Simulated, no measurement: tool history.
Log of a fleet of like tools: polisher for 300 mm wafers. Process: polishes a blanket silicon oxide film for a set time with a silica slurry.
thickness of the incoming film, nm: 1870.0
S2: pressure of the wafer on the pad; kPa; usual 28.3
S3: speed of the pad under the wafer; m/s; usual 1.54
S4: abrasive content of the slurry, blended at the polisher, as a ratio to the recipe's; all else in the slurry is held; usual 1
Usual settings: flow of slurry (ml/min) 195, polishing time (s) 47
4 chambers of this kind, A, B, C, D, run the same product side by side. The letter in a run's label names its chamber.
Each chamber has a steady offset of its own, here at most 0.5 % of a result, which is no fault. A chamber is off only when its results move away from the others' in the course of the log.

Run 1B, hour 10.8: usual settings. Result: film removed (nm) 205.40.
At hour 12.1: chamber A: conditioning disc replaced and pad reconditioned.
Run 2A, hour 19.2: usual settings. Result: film removed (nm) 206.26.
At hour 24.2: chamber B: head pressure recalibrated.
At hour 25.0: chamber D: worn pad replaced by a new one.
Run 3C, hour 25.2: usual settings. Result: film removed (nm) 206.52.
Run 4D, hour 35.6: usual settings. Result: film removed (nm) 205.17.
At hour 35.7: chamber A: slurry nozzle cleaned.
At hour 37.5: chamber C: slurry blender recalibrated.
At hour 39.9: chamber B: worn pad replaced by a new one.
Run 5D, hour 42.4: usual settings. Result: film removed (nm) 202.83.
At hour 50.8: chamber C: worn pad replaced by a new one.
Run 6C, hour 52.3: usual settings. Result: film removed (nm) 203.52.
At hour 56.0: chamber D: slurry nozzle cleaned.
Run 7A, hour 62.9: usual settings. Result: film removed (nm) 208.76.
Run 8B, hour 72.1: usual settings. Result: film removed (nm) 205.92.
Run 9C, hour 82.4: usual settings. Result: film removed (nm) 207.58.
At hour 87.4: chamber D: head pressure recalibrated.
Run 10A, hour 96.2: usual settings. Result: film removed (nm) 203.61.
At hour 104.2: chamber A: slurry blender recalibrated.
Run 11B, hour 104.7: usual settings. Result: film removed (nm) 203.99.
At hour 107.3: chamber A: worn pad replaced by a new one.
At hour 111.6: chamber D: slurry blender recalibrated.
At hour 113.5: chamber D: worn pad replaced by a new one.
Run 12D, hour 114.2: usual settings. Result: film removed (nm) 189.92.
Run 13A, hour 128.0: usual settings. Result: film removed (nm) 204.36.
At hour 128.6: chamber B: conditioning disc replaced and pad reconditioned.
At hour 133.8: chamber C: worn pad replaced by a new one.
Run 14D, hour 137.9: usual settings. Result: film removed (nm) 190.87.
At hour 146.3: chamber B: slurry nozzle cleaned.
Run 15B, hour 147.2: usual settings. Result: film removed (nm) 206.32.
At hour 148.1: chamber D: conditioning disc replaced and pad reconditioned.
Run 16C, hour 160.9: usual settings. Result: film removed (nm) 203.93.
At hour 161.6: chamber B: worn pad replaced by a new one.
At hour 167.5: chamber B: slurry blender recalibrated.
Run 17B, hour 170.1: usual settings. Result: film removed (nm) 205.80.
Run 18D, hour 177.9: usual settings. Result: film removed (nm) 189.37.
Run 19A, hour 189.7: usual settings. Result: film removed (nm) 207.86.
Run 20C, hour 198.8: usual settings. Result: film removed (nm) 206.52.
At hour 205.9: chamber D: worn pad replaced by a new one.
Run 21A, hour 210.9: usual settings. Result: film removed (nm) 208.63.
At hour 217.9: chamber C: worn pad replaced by a new one.
Run 22B, hour 219.7: usual settings. Result: film removed (nm) 206.62.
At hour 222.4: chamber A: slurry blender recalibrated.
At hour 225.4: chamber C: slurry blender recalibrated.
Run 23D, hour 231.5: usual settings. Result: film removed (nm) 188.45.
Run 24C, hour 238.2: usual settings. Result: film removed (nm) 205.42.
At hour 242.2: chamber A: worn pad replaced by a new one.
Run 25C, hour 249.9: usual settings but polishing time (s) 57. Result: film removed (nm) 251.83.
Run 26A, hour 261.9: usual settings but polishing time (s) 57. Result: film removed (nm) 251.42.
At hour 263.3: chamber B: worn pad replaced by a new one.
Run 27B, hour 273.5: usual settings but polishing time (s) 57. Result: film removed (nm) 251.91.
Run 28D, hour 280.0: usual settings but polishing time (s) 57. Result: film removed (nm) 229.22.

What goes on in this fleet: one chamber off, a drifting gauge, or nothing beyond the chambers' own small offsets? Name the chamber and the cause, if any.

A service left chamber D off against the others.
Cause: head's pressure below its setpoint, % = 8.06.

Here are 4 candidates for chamber D's next run, each the usual settings with a change, their results left as question marks. Which one brings its results back in line with what the others give on the usual settings?
In line means no further than this from the other chambers' mean on the usual settings: film removed (nm) 5.00
Run 29D-1, hour 289.9: usual settings but S3 1.80 m/s. Result: film removed (nm) ?.
Run 29D-2, hour 289.9: usual settings but S3 1.30 m/s. Result: film removed (nm) ?.
Run 29D-3, hour 289.9: usual settings but S2 29.0 kPa, S3 1.58 m/s, polishing time (s) 49. Result: film removed (nm) ?.
Run 29D-4, hour 289.9: usual settings but S4 0.95, polishing time (s) 44. Result: film removed (nm) ?.

The other chambers' mean on the usual settings: film removed (nm) 206.33
  run  film removed (nm)
29D-1             215.19
29D-2             165.21
29D-3             206.69
29D-4             173.43
29D-3 brings the chamber back in line.
